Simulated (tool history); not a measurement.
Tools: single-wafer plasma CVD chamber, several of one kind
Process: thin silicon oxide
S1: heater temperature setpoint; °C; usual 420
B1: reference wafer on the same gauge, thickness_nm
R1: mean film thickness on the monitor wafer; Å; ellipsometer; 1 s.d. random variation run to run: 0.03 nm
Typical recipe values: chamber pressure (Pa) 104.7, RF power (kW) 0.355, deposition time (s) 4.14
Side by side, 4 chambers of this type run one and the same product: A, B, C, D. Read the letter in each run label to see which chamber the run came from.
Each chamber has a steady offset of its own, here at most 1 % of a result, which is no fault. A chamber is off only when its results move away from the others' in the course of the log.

{"run": "1A", "hour": 9.3, "S1": 420, "chamber pressure (Pa)": 104.7, "RF power (kW)": 0.355, "deposition time (s)": 4.14, "B1": 7.8908, "R1": 78.624}
{"run": "2B", "hour": 20.7, "S1": 420, "chamber pressure (Pa)": 104.7, "RF power (kW)": 0.355, "deposition time (s)": 4.14, "B1": 7.8907, "R1": 79.35}
{"run": "3D", "hour": 30.0, "S1": 420, "chamber pressure (Pa)": 104.7, "RF power (kW)": 0.355, "deposition time (s)": 4.14, "B1": 7.8874, "R1": 78.654}
{"run": "4C", "hour": 40.0, "S1": 420, "chamber pressure (Pa)": 104.7, "RF power (kW)": 0.355, "deposition time (s)": 4.14, "B1": 7.8902, "R1": 79.042}
{"run": "5A", "hour": 50.0, "S1": 420, "chamber pressure (Pa)": 104.7, "RF power (kW)": 0.355, "deposition time (s)": 4.14, "B1": 7.8857, "R1": 79.11}
{"run": "6D", "hour": 65.1, "S1": 420, "chamber pressure (Pa)": 104.7, "RF power (kW)": 0.355, "deposition time (s)": 4.14, "B1": 7.8912, "R1": 78.663}
{"run": "7B", "hour": 74.1, "S1": 420, "chamber pressure (Pa)": 104.7, "RF power (kW)": 0.355, "deposition time (s)": 4.14, "B1": 7.8866, "R1": 79.22}
{"run": "8C", "hour": 85.6, "S1": 428, "chamber pressure (Pa)": 104.7, "RF power (kW)": 0.295, "deposition time (s)": 4.14, "B1": 7.8923, "R1": 72.862}
{"run": "9C", "hour": 96.1, "S1": 428, "chamber pressure (Pa)": 104.7, "RF power (kW)": 0.295, "deposition time (s)": 4.14, "B1": 7.8907, "R1": 73.089}
{"run": "10D", "hour": 106.7, "S1": 428, "chamber pressure (Pa)": 104.7, "RF power (kW)": 0.295, "deposition time (s)": 4.14, "B1": 7.8902, "R1": 72.571}
{"run": "11B", "hour": 114.0, "S1": 428, "chamber pressure (Pa)": 104.7, "RF power (kW)": 0.295, "deposition time (s)": 4.14, "B1": 7.8886, "R1": 73.365}
{"run": "12A", "hour": 127.1, "S1": 420, "chamber pressure (Pa)": 104.7, "RF power (kW)": 0.355, "deposition time (s)": 4.14, "B1": 7.8958, "R1": 78.689}
{"run": "13D", "hour": 138.0, "S1": 420, "chamber pressure (Pa)": 104.7, "RF power (kW)": 0.355, "deposition time (s)": 4.14, "B1": 7.8979, "R1": 78.18}
{"run": "14C", "hour": 148.3, "S1": 420, "chamber pressure (Pa)": 104.7, "RF power (kW)": 0.355, "deposition time (s)": 4.14, "B1": 7.8911, "R1": 79.499}
{"run": "15A", "hour": 156.1, "S1": 420, "chamber pressure (Pa)": 104.7, "RF power (kW)": 0.355, "deposition time (s)": 4.14, "B1": 7.8933, "R1": 79.322}
{"run": "16B", "hour": 168.4, "S1": 420, "chamber pressure (Pa)": 104.7, "RF power (kW)": 0.355, "deposition time (s)": 4.14, "B1": 7.8857, "R1": 79.403}
{"run": "17B", "hour": 176.7, "S1": 420, "chamber pressure (Pa)": 88.1, "RF power (kW)": 0.355, "deposition time (s)": 3.84, "B1": 7.9028, "R1": 61.728}
{"run": "18A", "hour": 189.2, "S1": 420, "chamber pressure (Pa)": 88.1, "RF power (kW)": 0.355, "deposition time (s)": 3.84, "B1": 7.8862, "R1": 61.51}
{"run": "19C", "hour": 198.3, "S1": 420, "chamber pressure (Pa)": 88.1, "RF power (kW)": 0.355, "deposition time (s)": 3.84, "B1": 7.8845, "R1": 62.573}
{"run": "20D", "hour": 208.4, "S1": 420, "chamber pressure (Pa)": 88.1, "RF power (kW)": 0.355, "deposition time (s)": 3.84, "B1": 7.8881, "R1": 60.625}
{"run": "21A", "hour": 219.9, "S1": 420, "chamber pressure (Pa)": 104.7, "RF power (kW)": 0.355, "deposition time (s)": 4.14, "B1": 7.888, "R1": 78.436}
{"run": "22D", "hour": 233.0, "S1": 420, "chamber pressure (Pa)": 104.7, "RF power (kW)": 0.355, "deposition time (s)": 4.14, "B1": 7.8906, "R1": 78.333}
{"run": "23C", "hour": 242.5, "S1": 420, "chamber pressure (Pa)": 104.7, "RF power (kW)": 0.355, "deposition time (s)": 4.14, "B1": 7.893, "R1": 80.596}
{"run": "24B", "hour": 252.6, "S1": 420, "chamber pressure (Pa)": 104.7, "RF power (kW)": 0.355, "deposition time (s)": 4.14, "B1": 7.8898, "R1": 79.136}
{"run": "25B", "hour": 267.6, "S1": 420, "chamber pressure (Pa)": 104.7, "RF power (kW)": 0.355, "deposition time (s)": 4.14, "B1": 7.8879, "R1": 79.263}
{"run": "26A", "hour": 274.8, "S1": 420, "chamber pressure (Pa)": 94.9, "RF power (kW)": 0.355, "deposition time (s)": 4.14, "B1": 7.89, "R1": 71.659}
{"run": "27D", "hour": 285.2, "S1": 420, "chamber pressure (Pa)": 94.9, "RF power (kW)": 0.355, "deposition time (s)": 4.14, "B1": 7.8859, "R1": 70.68}
{"run": "28C", "hour": 297.6, "S1": 420, "chamber pressure (Pa)": 94.9, "RF power (kW)": 0.355, "deposition time (s)": 4.14, "B1": 7.893, "R1": 73.534}
{"run": "29D", "hour": 309.8, "S1": 420, "chamber pressure (Pa)": 94.9, "RF power (kW)": 0.355, "deposition time (s)": 4.14, "B1": 7.8836, "R1": 71.42}

For the next run the whole fleet of 4 chambers uses the same settings. Give each chamber's results:
{"run": "30A", "hour": 321.6, "S1": 420, "chamber pressure (Pa)": 104.7, "RF power (kW)": 0.355, "deposition time (s)": 4.14, "R1": "?"}
{"run": "30B", "hour": 321.6, "S1": 420, "chamber pressure (Pa)": 104.7, "RF power (kW)": 0.355, "deposition time (s)": 4.14, "R1": "?"}
{"run": "30C", "hour": 321.6, "S1": 420, "chamber pressure (Pa)": 104.7, "RF power (kW)": 0.355, "deposition time (s)": 4.14, "R1": "?"}
{"run": "30D", "hour": 321.6, "S1": 420, "chamber pressure (Pa)": 104.7, "RF power (kW)": 0.355, "deposition time (s)": 4.14, "R1": "?"}

run=30A R1=79.56
run=30B R1=79.282
run=30C R1=81.396
run=30D R1=78.03
